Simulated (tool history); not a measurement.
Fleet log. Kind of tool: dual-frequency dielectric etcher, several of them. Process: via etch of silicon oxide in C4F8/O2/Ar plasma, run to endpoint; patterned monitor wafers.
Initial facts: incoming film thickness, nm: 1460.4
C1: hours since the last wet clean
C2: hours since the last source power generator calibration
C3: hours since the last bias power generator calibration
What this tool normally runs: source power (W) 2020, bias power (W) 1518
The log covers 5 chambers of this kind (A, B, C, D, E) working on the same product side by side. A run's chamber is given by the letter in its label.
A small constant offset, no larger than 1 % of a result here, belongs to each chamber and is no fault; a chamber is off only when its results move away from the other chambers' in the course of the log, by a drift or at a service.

Run 1C, hour 9.0: usual settings; C1 131.2; C2 425.3; C3 3831.1. Result: endpoint time (s) 309.95.
Run 2A, hour 22.3: usual settings; C1 24.0; C2 445.8; C3 2454.4. Result: endpoint time (s) 309.50.
Run 3B, hour 30.9: usual settings; C1 295.9; C2 1796.1; C3 653.5. Result: endpoint time (s) 307.89.
Run 4D, hour 42.2: usual settings; C1 419.1; C2 1161.6; C3 1914.3. Result: endpoint time (s) 310.72.
Run 5E, hour 55.7: usual settings; C1 121.6; C2 1622.5; C3 1924.2. Result: endpoint time (s) 310.24.
At hour 58.6: chamber D: wet clean of the chamber.
Run 6D, hour 67.1: usual settings; C1 8.5; C2 1186.5; C3 1939.2. Result: endpoint time (s) 312.64.
Run 7E, hour 76.7: usual settings; C1 142.6; C2 1643.5; C3 1945.2. Result: endpoint time (s) 307.49.
Run 8A, hour 83.6: usual settings; C1 85.3; C2 507.1; C3 2515.7. Result: endpoint time (s) 308.59.
Run 9C, hour 92.0: usual settings; C1 214.2; C2 508.3; C3 3914.1. Result: endpoint time (s) 310.48.
Run 10B, hour 105.8: usual settings; C1 370.8; C2 1871.0; C3 728.4. Result: endpoint time (s) 305.51.
Run 11C, hour 119.2: usual settings; C1 241.4; C2 535.5; C3 3941.3. Result: endpoint time (s) 309.39.
Run 12B, hour 128.5: usual settings; C1 393.5; C2 1893.7; C3 751.1. Result: endpoint time (s) 304.64.
Run 13D, hour 136.1: usual settings; C1 77.5; C2 1255.5; C3 2008.2. Result: endpoint time (s) 310.56.
Run 14A, hour 144.8: usual settings but bias power (W) 1817; C1 146.5; C2 568.3; C3 2576.9. Result: endpoint time (s) 294.42.
Run 15E, hour 158.9: usual settings but bias power (W) 1817; C1 224.8; C2 1725.7; C3 2027.4. Result: endpoint time (s) 293.16.
Run 16D, hour 166.5: usual settings but bias power (W) 1817; C1 107.9; C2 1285.9; C3 2038.6. Result: endpoint time (s) 294.65.
Run 17A, hour 177.2: usual settings but bias power (W) 1817; C1 178.9; C2 600.7; C3 2609.3. Result: endpoint time (s) 294.96.
Run 18C, hour 184.6: usual settings but bias power (W) 1817; C1 306.8; C2 600.9; C3 4006.7. Result: endpoint time (s) 295.07.
Run 19E, hour 193.9: usual settings; C1 259.8; C2 1760.7; C3 2062.4. Result: endpoint time (s) 307.69.
Run 20B, hour 205.1: usual settings; C1 470.1; C2 1970.3; C3 827.7. Result: endpoint time (s) 300.74.
Run 21D, hour 217.7: usual settings; C1 159.1; C2 1337.1; C3 2089.8. Result: endpoint time (s) 310.50.
Run 22C, hour 230.2: usual settings; C1 352.4; C2 646.5; C3 4052.3. Result: endpoint time (s) 312.76.
Run 23E, hour 238.0: usual settings; C1 303.9; C2 1804.8; C3 2106.5. Result: endpoint time (s) 309.18.
Run 24A, hour 246.5: usual settings; C1 248.2; C2 670.0; C3 2678.6. Result: endpoint time (s) 310.33.
Run 25B, hour 254.2: usual settings; C1 519.2; C2 2019.4; C3 876.8. Result: endpoint time (s) 298.64.
Run 26B, hour 264.1: usual settings but source power (W) 1590; C1 529.1; C2 2029.3; C3 886.7. Result: endpoint time (s) 328.06.
Run 27C, hour 272.7: usual settings but source power (W) 1590; C1 394.9; C2 689.0; C3 4094.8. Result: endpoint time (s) 342.33.
Run 28A, hour 285.5: usual settings but source power (W) 1590; C1 287.2; C2 709.0; C3 2717.6. Result: endpoint time (s) 343.36.
Run 29E, hour 293.8: usual settings but source power (W) 1590; C1 359.7; C2 1860.6; C3 2162.3. Result: endpoint time (s) 339.22.
Run 30D, hour 300.9: usual settings but source power (W) 1590; C1 242.3; C2 1420.3; C3 2173.0. Result: endpoint time (s) 341.36.
Run 31C, hour 313.0: usual settings; C1 435.2; C2 729.3; C3 4135.1. Result: endpoint time (s) 312.89.
At hour 319.0: chamber E: bias power generator calibrated.
Run 32B, hour 319.7: usual settings; C1 584.7; C2 2084.9; C3 942.3. Result: endpoint time (s) 294.58.
Run 33A, hour 332.6: usual settings; C1 334.3; C2 756.1; C3 2764.7. Result: endpoint time (s) 311.39.
Run 34E, hour 341.7: usual settings; C1 407.6; C2 1908.5; C3 22.8. Result: endpoint time (s) 308.22.
Run 35D, hour 352.6: usual settings; C1 294.0; C2 1472.0; C3 2224.7. Result: endpoint time (s) 311.20.

All 5 chambers run these settings next. Forecast each chamber's results:
Run 36A, hour 362.9: usual settings but source power (W) 2210. Result: endpoint time (s) ?.
Run 36B, hour 362.9: usual settings but source power (W) 2210. Result: endpoint time (s) ?.
Run 36C, hour 362.9: usual settings but source power (W) 2210. Result: endpoint time (s) ?.
Run 36D, hour 362.9: usual settings but source power (W) 2210. Result: endpoint time (s) ?.
Run 36E, hour 362.9: usual settings but source power (W) 2210. Result: endpoint time (s) ?.

run  endpoint time (s)
36A             301.38
36B             283.50
36C             298.43
36D             299.01
36E             298.09
